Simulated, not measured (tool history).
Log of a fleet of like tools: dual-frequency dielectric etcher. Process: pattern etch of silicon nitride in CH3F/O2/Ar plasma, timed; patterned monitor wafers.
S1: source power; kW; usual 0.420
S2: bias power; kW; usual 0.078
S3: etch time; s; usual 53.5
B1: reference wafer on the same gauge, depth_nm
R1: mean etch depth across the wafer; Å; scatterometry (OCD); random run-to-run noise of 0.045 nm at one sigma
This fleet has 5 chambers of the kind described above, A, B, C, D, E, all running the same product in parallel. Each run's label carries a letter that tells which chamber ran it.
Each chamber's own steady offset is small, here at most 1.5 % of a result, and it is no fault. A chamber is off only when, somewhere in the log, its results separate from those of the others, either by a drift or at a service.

| run | hour | S1 | S2 | S3 | B1 | R1 |
|---|---|---|---|---|---|---|
| 1A | 8.5 | 0.420 | 0.078 | 53.5 | 32.099 | 395.14 |
|  | 11.7 | chamber E: wet clean of the chamber |
| 2E | 16.6 | 0.420 | 0.078 | 53.5 | 32.091 | 394.77 |
| 3D | 24.2 | 0.420 | 0.078 | 53.5 | 32.092 | 386.74 |
| 4C | 34.9 | 0.420 | 0.078 | 53.5 | 32.076 | 393.79 |
|  | 41.5 | chamber B: wet clean of the chamber |
| 5B | 46.6 | 0.420 | 0.078 | 53.5 | 32.079 | 389.74 |
| 6D | 52.8 | 0.420 | 0.078 | 53.5 | 32.072 | 386.98 |
| 7A | 63.0 | 0.420 | 0.078 | 53.5 | 32.074 | 394.80 |
| 8C | 71.6 | 0.420 | 0.061 | 53.5 | 32.063 | 362.74 |
| 9B | 76.9 | 0.420 | 0.061 | 53.5 | 32.052 | 357.89 |
| 10E | 83.2 | 0.420 | 0.061 | 53.5 | 32.066 | 362.92 |
| 11C | 91.8 | 0.420 | 0.061 | 53.5 | 32.049 | 362.06 |
| 12E | 97.1 | 0.420 | 0.061 | 53.5 | 32.042 | 362.27 |
|  | 100.3 | chamber D: wet clean of the chamber |
| 13D | 104.9 | 0.420 | 0.078 | 53.5 | 32.042 | 385.68 |
| 14B | 115.3 | 0.420 | 0.078 | 53.5 | 32.046 | 388.85 |
| 15A | 122.5 | 0.420 | 0.078 | 53.5 | 32.037 | 394.73 |
| 16D | 134.1 | 0.420 | 0.078 | 53.5 | 32.025 | 385.82 |
| 17E | 143.9 | 0.380 | 0.078 | 60.5 | 32.020 | 428.88 |
| 18C | 155.0 | 0.380 | 0.078 | 60.5 | 32.008 | 427.73 |
| 19A | 166.9 | 0.380 | 0.078 | 60.5 | 32.016 | 429.78 |
| 20B | 172.2 | 0.380 | 0.078 | 60.5 | 32.010 | 423.38 |
| 21C | 178.5 | 0.380 | 0.078 | 60.5 | 32.004 | 427.70 |
|  | 180.5 | chamber C: wet clean of the chamber |
| 22D | 188.4 | 0.420 | 0.078 | 53.5 | 32.004 | 385.77 |
| 23B | 195.0 | 0.420 | 0.078 | 53.5 | 32.000 | 388.59 |
| 24A | 206.5 | 0.420 | 0.078 | 53.5 | 31.980 | 393.57 |
| 25E | 213.8 | 0.420 | 0.078 | 53.5 | 31.983 | 393.70 |
|  | 215.2 | chamber C: bias power generator calibrated |
| 26A | 221.3 | 0.420 | 0.078 | 53.5 | 31.986 | 394.28 |
| 27C | 232.1 | 0.420 | 0.078 | 53.5 | 31.984 | 392.68 |
| 28D | 237.9 | 0.420 | 0.084 | 48.5 | 31.967 | 358.70 |
| 29E | 247.9 | 0.420 | 0.084 | 48.5 | 31.970 | 366.03 |
| 30B | 256.7 | 0.420 | 0.084 | 48.5 | 31.955 | 360.95 |
| 31C | 263.5 | 0.420 | 0.084 | 48.5 | 31.953 | 364.57 |
| 32A | 273.7 | 0.420 | 0.084 | 48.5 | 31.960 | 366.07 |

All 5 chambers run these settings next. Forecast each chamber's results:
| 33A | 282.3 | 0.420 | 0.078 | 53.5 |  | ? |
| 33B | 282.3 | 0.420 | 0.078 | 53.5 |  | ? |
| 33C | 282.3 | 0.420 | 0.078 | 53.5 |  | ? |
| 33D | 282.3 | 0.420 | 0.078 | 53.5 |  | ? |
| 33E | 282.3 | 0.420 | 0.078 | 53.5 |  | ? |

| run | R1 |
|---|---|
| 33A | 394.30 |
| 33B | 388.11 |
| 33C | 392.72 |
| 33D | 385.58 |
| 33E | 393.31 |
